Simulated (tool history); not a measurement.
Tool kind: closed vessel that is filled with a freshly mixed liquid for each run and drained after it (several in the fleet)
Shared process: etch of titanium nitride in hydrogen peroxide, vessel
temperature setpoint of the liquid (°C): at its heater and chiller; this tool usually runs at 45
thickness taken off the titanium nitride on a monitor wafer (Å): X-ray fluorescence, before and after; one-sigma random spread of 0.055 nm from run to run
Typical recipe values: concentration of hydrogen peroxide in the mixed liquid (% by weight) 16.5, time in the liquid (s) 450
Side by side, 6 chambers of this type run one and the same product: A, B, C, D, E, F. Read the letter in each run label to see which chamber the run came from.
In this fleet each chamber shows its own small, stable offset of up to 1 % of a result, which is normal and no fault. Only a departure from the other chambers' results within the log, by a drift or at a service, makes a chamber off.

run,hour,temperature setpoint of the liquid (°C),concentration of hydrogen peroxide in the mixed liquid (% by weight),time in the liquid (s),"read-back film thickness of the titanium nitride reference wafer, read on the same gauge (nm)",thickness taken off the titanium nitride on a monitor wafer (Å)
1E,6.5,45,16.5,450,120.01,74.681
# hour 14.9: chamber F: new drum of peroxide connected
2B,16.7,45,16.5,450,120.01,75.373
3D,22.8,45,16.5,450,120,74.223
4C,32.2,45,16.5,450,120,75.359
# hour 32.8: chamber E: new drum of peroxide connected
5F,40.4,45,16.5,450,120,75.555
# hour 41.4: chamber D: new drum of peroxide connected
6A,46.8,45,16.5,450,120.02,74.599
# hour 50.7: chamber A: peroxide flow meter replaced
7E,55.3,45,16.5,450,119.99,74.974
8B,65.4,45,16.5,450,120.01,75.35
9A,71.9,54,16.5,370,119.96,117.36
10C,82.1,54,16.5,370,120.01,119.73
11F,93,54,16.5,370,120.01,118.04
12D,100,54,16.5,370,120,118.09
13F,109.3,54,16.5,370,120,119.32
14A,117.6,54,16.5,370,119.99,117.41
# hour 126.2: chamber D: peroxide flow meter replaced
15D,127.9,45,16.5,450,120,74.91
16E,137.7,45,16.5,450,119.99,75.179
17C,147.3,45,16.5,450,120,75.102
18B,152.4,45,16.5,450,120.02,75.373
19F,162.8,45,21,245,120.03,42.541
# hour 166.4: chamber E: thermometer replaced
20E,167.9,45,21,245,119.97,42.753
21A,176.8,45,21,245,120.02,42.753
22C,185.5,45,21,245,120.02,43.744
23B,195.7,45,21,245,120.01,43.111
24D,205.7,45,21,245,120.01,43
25A,210.8,45,16.5,450,119.97,75.184
26C,221.4,45,19,280,120.01,48.685
27B,231.6,45,19,280,119.99,48.233
28F,240.4,45,19,280,119.99,48.034
29D,246,45,19,280,120,48.899
30E,253,45,19,280,120,47.633
31E,259.5,45,19,280,119.98,48.279
32B,267.6,45,16.5,450,120.03,75.485
33D,273.5,45,16.5,450,119.97,76.579
34C,281.5,45,16.5,450,119.99,75.136
35A,289.9,45,16.5,450,119.98,74.723
36F,295.9,45,16.5,450,120.01,75.566
37D,302.2,45,16.5,345,120,58.631
38E,312.5,45,16.5,345,120,57.41
39C,323,45,16.5,345,120.02,57.4

The same settings go to every chamber for the next run, one line per chamber below. Forecast the results for each:
40A,330.9,50.5,16.5,450,,?
40B,330.9,50.5,16.5,450,,?
40C,330.9,50.5,16.5,450,,?
40D,330.9,50.5,16.5,450,,?
40E,330.9,50.5,16.5,450,,?
40F,330.9,50.5,16.5,450,,?

run,thickness taken off the titanium nitride on a monitor wafer (Å)
40A,110.49
40B,112.53
40C,113.82
40D,115.26
40E,111.83
40F,113.14
